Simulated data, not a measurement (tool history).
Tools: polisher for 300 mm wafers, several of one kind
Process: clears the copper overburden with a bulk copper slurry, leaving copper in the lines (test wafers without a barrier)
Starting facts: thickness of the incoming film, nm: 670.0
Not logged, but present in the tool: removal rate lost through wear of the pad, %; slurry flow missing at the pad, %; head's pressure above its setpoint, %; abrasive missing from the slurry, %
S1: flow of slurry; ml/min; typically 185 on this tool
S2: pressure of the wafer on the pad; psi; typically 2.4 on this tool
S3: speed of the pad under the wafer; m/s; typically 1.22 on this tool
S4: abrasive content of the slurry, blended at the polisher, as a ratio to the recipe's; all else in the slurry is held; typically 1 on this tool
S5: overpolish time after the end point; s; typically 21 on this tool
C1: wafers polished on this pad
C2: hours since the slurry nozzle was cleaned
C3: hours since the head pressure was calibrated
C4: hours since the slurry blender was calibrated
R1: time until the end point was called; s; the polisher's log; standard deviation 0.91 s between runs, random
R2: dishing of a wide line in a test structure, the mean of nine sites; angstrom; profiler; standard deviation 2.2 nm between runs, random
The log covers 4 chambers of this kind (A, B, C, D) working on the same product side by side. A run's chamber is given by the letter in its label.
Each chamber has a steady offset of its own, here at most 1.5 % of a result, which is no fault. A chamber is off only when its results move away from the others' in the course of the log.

run,day,S1,S2,S3,S4,S5,C1,C2,C3,C4,R1,R2
1A,0.258,185,2.4,1.22,1,21,472,339.9,1057.8,111.6,70.56,941.82
2C,0.438,185,2.4,1.22,1,21,189,484.2,417.3,262.6,68.957,925.54
# day 0.646: chamber A: worn pad replaced by a new one
3B,0.725,185,2.4,1.22,1,21,537,562.6,309.6,173.5,69.999,989.37
4D,0.908,185,2.4,1.22,1,21,914,476.3,755.9,149.8,70.21,911.92
5C,1.196,160,2,1.22,1,21,341,502.4,435.5,280.8,86.15,797.65
6D,1.442,160,2,1.22,1,21,1021,489.1,768.7,162.6,87.385,818.75
7A,1.612,160,2,1.22,1,21,195,372.4,1090.3,144.1,86.528,777.1
# day 1.679: chamber B: slurry blender recalibrated
8B,1.9,160,2,1.22,1,21,773,590.8,337.8,5.4,85.862,854.63
# day 1.929: chamber C: slurry blender recalibrated
# day 1.933: chamber A: head pressure recalibrated
9C,2.175,185,2.4,1.22,1,21,538,525.9,459,5.9,69.594,952.16
# day 2.283: chamber D: slurry nozzle cleaned
10A,2.45,185,2.4,1.22,1,21,363,392.5,12.5,164.2,70.223,917.17
11B,2.633,185,2.4,1.22,1,21,921,608.4,355.4,23,71.052,962.76
12D,2.912,185,2.4,1.22,1,21,1318,15.2,804,197.9,70.047,988.35
13A,3.129,185,2.4,1.22,1,21,500,408.8,28.8,180.5,72.795,929.21
# day 3.271: chamber A: worn pad replaced by a new one
# day 3.383: chamber D: worn pad replaced by a new one
14D,3.412,185,2.4,1.22,1,21,6,27.2,816,209.9,70.189,957.88
# day 3.458: chamber D: slurry blender recalibrated
15C,3.604,185,2.4,1.22,1,21,826,560.2,493.3,40.2,70.229,907.24
# day 3.692: chamber C: head pressure recalibrated
16B,3.858,185,2.4,1.22,1,21,1168,637.8,384.8,52.4,70.774,971.47
# day 3.975: chamber B: worn pad replaced by a new one
17B,4.129,185,2.4,1.22,1,21,31,644.3,391.3,58.9,69.169,965.01
18A,4.358,185,2.4,1.22,1,21,219,438.3,58.3,210,69.617,943.21
19D,4.55,185,2.4,1.22,1,21,235,54.5,843.3,26.3,71.198,932.32
20C,4.692,185,2.4,1.22,1,21,1045,586.3,24,66.3,70.041,887.78
21C,4.875,240,1.9,1.22,1,21,1082,590.7,28.4,70.7,85.023,805.93
22B,5.004,240,1.9,1.22,1,21,207,665.3,412.3,79.9,86.191,812.33
23A,5.242,240,1.9,1.22,1,21,397,459.5,79.5,231.2,87.423,832.96
24D,5.375,240,1.9,1.22,1,21,401,74.3,863.1,46.1,86.878,844.32
25B,5.621,185,2.4,1.22,1,21,332,680.1,427.1,94.7,71.139,949.95
26C,5.821,185,2.4,1.22,1.25,21,1272,613.4,51.1,93.4,68.284,977.28
# day 5.938: chamber A: worn pad replaced by a new one
27D,6.05,185,2.4,1.22,1.25,21,537,90.5,879.3,62.3,67.359,942.9
28A,6.225,185,2.4,1.22,1.25,21,58,483.1,103.1,254.8,69.428,973.6
# day 6.379: chamber B: slurry nozzle cleaned
29C,6.442,185,2.4,1.22,1.25,21,1397,628.3,66,108.3,66.475,922.74
# day 6.629: chamber C: worn pad replaced by a new one
# day 6.696: chamber A: slurry blender recalibrated
30B,6.725,185,2.4,1.62,0.75,21,554,8.3,453.6,121.2,57.386,1055.7
31D,6.962,185,2.4,1.62,0.75,21,721,112.4,901.2,84.2,57.73,1050.5
32A,7.196,185,2.4,1.62,0.75,21,253,506.4,126.4,12.1,56.381,1026.4
33A,7.346,185,2.4,1.62,0.75,21,284,510,130,15.7,56.965,1068.7
34B,7.517,185,2.4,1.22,1,21,713,27.3,472.6,140.2,70.934,970.25
# day 7.554: chamber C: slurry nozzle cleaned
35D,7.738,185,2.4,1.22,1,21,877,131,919.8,102.8,71.002,961.39
36C,8.017,185,2.4,1.22,1,21,279,11.1,103.8,146.1,69.006,923.89
# day 8.229: chamber A: slurry nozzle cleaned
37D,8.275,185,2.4,1.22,1,21,985,143.9,932.7,115.7,71.109,966.84
38C,8.421,185,2.4,1.22,1,21,361,20.8,113.5,155.8,70.794,928.01
39B,8.688,185,1.9,1.22,1,28,949,55.4,500.7,168.3,90.263,914.86
40A,8.912,185,1.9,1.22,1,28,599,16.4,167.6,53.3,92.382,898.14
# day 9.058: chamber A: worn pad replaced by a new one
41C,9.096,185,1.9,1.22,1,28,497,37,129.7,172,89.014,905.65
42A,9.225,185,1.9,1.22,1,28,34,23.9,175.1,60.8,91.323,919.65
43D,9.392,185,2.4,1.22,1,21,1210,170.7,959.5,142.5,71.933,951.46
44B,9.671,185,1.7,1.22,1.25,21,1147,79,524.3,191.9,96.274,725.94

Read the log: is a single chamber off, either drifting away or since a service, is the gauge that measures every chamber drifting, or is nothing wrong beyond small per-chamber offsets? Name any odd chamber and what most likely caused it.

All chambers stay in line apart from their small fixed offsets, and the gauge does not drift.

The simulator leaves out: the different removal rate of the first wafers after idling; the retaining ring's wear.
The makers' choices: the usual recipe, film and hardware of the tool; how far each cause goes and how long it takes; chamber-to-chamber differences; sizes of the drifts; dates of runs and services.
